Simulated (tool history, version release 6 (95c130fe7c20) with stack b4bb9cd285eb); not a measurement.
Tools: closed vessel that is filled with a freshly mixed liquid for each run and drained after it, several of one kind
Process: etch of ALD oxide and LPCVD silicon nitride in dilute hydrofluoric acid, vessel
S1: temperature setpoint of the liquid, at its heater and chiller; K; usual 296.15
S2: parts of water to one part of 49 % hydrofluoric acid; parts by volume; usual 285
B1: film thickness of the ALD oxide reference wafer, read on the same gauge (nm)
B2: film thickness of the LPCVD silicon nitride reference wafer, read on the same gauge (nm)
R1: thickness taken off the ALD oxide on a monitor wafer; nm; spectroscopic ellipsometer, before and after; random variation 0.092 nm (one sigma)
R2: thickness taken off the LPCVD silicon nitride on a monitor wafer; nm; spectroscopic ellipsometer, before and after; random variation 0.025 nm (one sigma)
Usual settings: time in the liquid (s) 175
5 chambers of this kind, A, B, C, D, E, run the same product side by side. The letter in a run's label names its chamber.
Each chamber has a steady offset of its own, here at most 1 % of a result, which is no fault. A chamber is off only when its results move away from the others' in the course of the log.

run 1A hour=6 | S1=296.15 S2=285 time_in_the_liquid_(s)=175 | B1=60.004 B2=79.993 | R1=9.5891 R2=0.33237
run 2B hour=13.1 | S1=296.15 S2=285 time_in_the_liquid_(s)=175 | B1=60.01 B2=80.019 | R1=9.4998 R2=0.33053
run 3C hour=24.5 | S1=296.15 S2=285 time_in_the_liquid_(s)=175 | B1=59.989 B2=79.972 | R1=9.402 R2=0.25137
run 4E hour=35.9 | S1=296.15 S2=285 time_in_the_liquid_(s)=175 | B1=59.984 B2=80.028 | R1=9.5631 R2=0.27262
run 5D hour=47.1 | S1=296.15 S2=285 time_in_the_liquid_(s)=175 | B1=59.983 B2=79.989 | R1=9.3878 R2=0.31006
run 6C hour=54.3 | S1=296.15 S2=285 time_in_the_liquid_(s)=175 | B1=60.011 B2=80.022 | R1=9.5489 R2=0.26922
run 7D hour=59.6 | S1=296.15 S2=285 time_in_the_liquid_(s)=175 | B1=59.986 B2=79.985 | R1=9.3525 R2=0.34011
run 8A hour=64.8 | S1=296.15 S2=285 time_in_the_liquid_(s)=175 | B1=60.004 B2=79.983 | R1=9.6828 R2=0.29186
run 9B hour=73.5 | S1=296.15 S2=355 time_in_the_liquid_(s)=175 | B1=60.016 B2=79.997 | R1=7.0902 R2=0.25556
-- hour=77.3 chamber A: hydrofluoric acid flow meter replaced
run 10E hour=80.7 | S1=296.15 S2=355 time_in_the_liquid_(s)=175 | B1=59.967 B2=79.968 | R1=7.2107 R2=0.22715
run 11C hour=91.9 | S1=296.15 S2=355 time_in_the_liquid_(s)=175 | B1=60.001 B2=80.006 | R1=7.1627 R2=0.25616
run 12D hour=98.9 | S1=296.15 S2=355 time_in_the_liquid_(s)=175 | B1=59.991 B2=80.054 | R1=7.1738 R2=0.26982
run 13A hour=107.1 | S1=296.15 S2=355 time_in_the_liquid_(s)=175 | B1=59.996 B2=80.028 | R1=7.23 R2=0.26431
run 14E hour=116.1 | S1=296.15 S2=285 time_in_the_liquid_(s)=175 | B1=60.001 B2=80.01 | R1=9.447 R2=0.28611
run 15B hour=122.8 | S1=296.15 S2=180 time_in_the_liquid_(s)=100 | B1=59.999 B2=80.001 | R1=9.4906 R2=0.26003
run 16E hour=131.6 | S1=296.15 S2=180 time_in_the_liquid_(s)=100 | B1=60.007 B2=80.006 | R1=9.6531 R2=0.30066
run 17C hour=137.1 | S1=296.15 S2=180 time_in_the_liquid_(s)=100 | B1=60.031 B2=79.984 | R1=9.5068 R2=0.29498
run 18D hour=147.8 | S1=296.15 S2=180 time_in_the_liquid_(s)=100 | B1=59.972 B2=80.012 | R1=9.3659 R2=0.2302
run 19B hour=156.5 | S1=296.15 S2=180 time_in_the_liquid_(s)=100 | B1=59.985 B2=80.009 | R1=9.4041 R2=0.28227
run 20A hour=162 | S1=296.15 S2=285 time_in_the_liquid_(s)=175 | B1=60.023 B2=79.985 | R1=9.5047 R2=0.3478
run 21B hour=170.1 | S1=296.15 S2=285 time_in_the_liquid_(s)=175 | B1=59.988 B2=80.025 | R1=8.9939 R2=0.28692
run 22D hour=177.5 | S1=296.15 S2=285 time_in_the_liquid_(s)=175 | B1=60.021 B2=80.012 | R1=9.4481 R2=0.28269
run 23C hour=186.4 | S1=296.15 S2=285 time_in_the_liquid_(s)=175 | B1=59.989 B2=79.983 | R1=9.3294 R2=0.3241
run 24A hour=192.4 | S1=296.15 S2=285 time_in_the_liquid_(s)=175 | B1=59.983 B2=79.995 | R1=9.5651 R2=0.32154
run 25E hour=198.3 | S1=296.15 S2=285 time_in_the_liquid_(s)=175 | B1=60 B2=79.982 | R1=9.6201 R2=0.29459
run 26A hour=209.2 | S1=296.15 S2=285 time_in_the_liquid_(s)=175 | B1=59.998 B2=80.009 | R1=9.6204 R2=0.29203
run 27E hour=219.5 | S1=296.15 S2=285 time_in_the_liquid_(s)=175 | B1=60.002 B2=79.997 | R1=9.5283 R2=0.29677
run 28D hour=229.2 | S1=296.15 S2=285 time_in_the_liquid_(s)=175 | B1=60.017 B2=79.997 | R1=9.5382 R2=0.29648
run 29B hour=235.2 | S1=296.15 S2=285 time_in_the_liquid_(s)=175 | B1=60.007 B2=79.977 | R1=8.9473 R2=0.25548
run 30C hour=246.1 | S1=296.15 S2=285 time_in_the_liquid_(s)=175 | B1=60.012 B2=80.016 | R1=9.3666 R2=0.2781
run 31C hour=256.7 | S1=296.15 S2=285 time_in_the_liquid_(s)=175 | B1=60.013 B2=80.017 | R1=9.3674 R2=0.26452
run 32D hour=268.1 | S1=296.15 S2=285 time_in_the_liquid_(s)=175 | B1=60.001 B2=80.004 | R1=9.682 R2=0.30907
run 33B hour=278 | S1=296.15 S2=285 time_in_the_liquid_(s)=95 | B1=60.002 B2=79.951 | R1=4.7517 R2=0.15403
run 34A hour=284.6 | S1=296.15 S2=285 time_in_the_liquid_(s)=95 | B1=59.995 B2=79.98 | R1=5.2241 R2=0.18643
run 35E hour=290.5 | S1=296.15 S2=285 time_in_the_liquid_(s)=95 | B1=59.98 B2=80.001 | R1=5.1583 R2=0.16206

What goes on in this fleet: one chamber off, a drifting gauge, or nothing beyond the chambers' own small offsets? Name the chamber and the cause, if any.

Chamber B drifts away from the others.
Cause: hydrofluoric acid flow below the setpoint (%) = 7.66.

Here are 4 candidates for chamber B's next run, each the usual settings with a change, their results left as question marks. Which one brings its results back in line with what the others give on the usual settings?
In line means no further than this from the other chambers' mean on the usual settings: R1 0.32 nm; R2 0.086 nm
run 36B-1 hour=298.8 | S1=296.15 S2=270 time_in_the_liquid_(s)=180 | R1=? R2=?
run 36B-2 hour=298.8 | S1=296.65 S2=315 time_in_the_liquid_(s)=165 | R1=? R2=?
run 36B-3 hour=298.8 | S1=296.15 S2=300 time_in_the_liquid_(s)=170 | R1=? R2=?
run 36B-4 hour=298.8 | S1=295.65 S2=255 time_in_the_liquid_(s)=185 | R1=? R2=?

The other chambers' mean on the usual settings: R1 9.4936 nm; R2 0.31336 nm
run=36B-1 R1=9.459 R2=0.32563
run=36B-2 R1=7.2221 R2=0.26436
run=36B-3 R1=7.7969 R2=0.27724
run=36B-4 R1=10.271 R2=0.34319
36B-1 brings the chamber back in line.
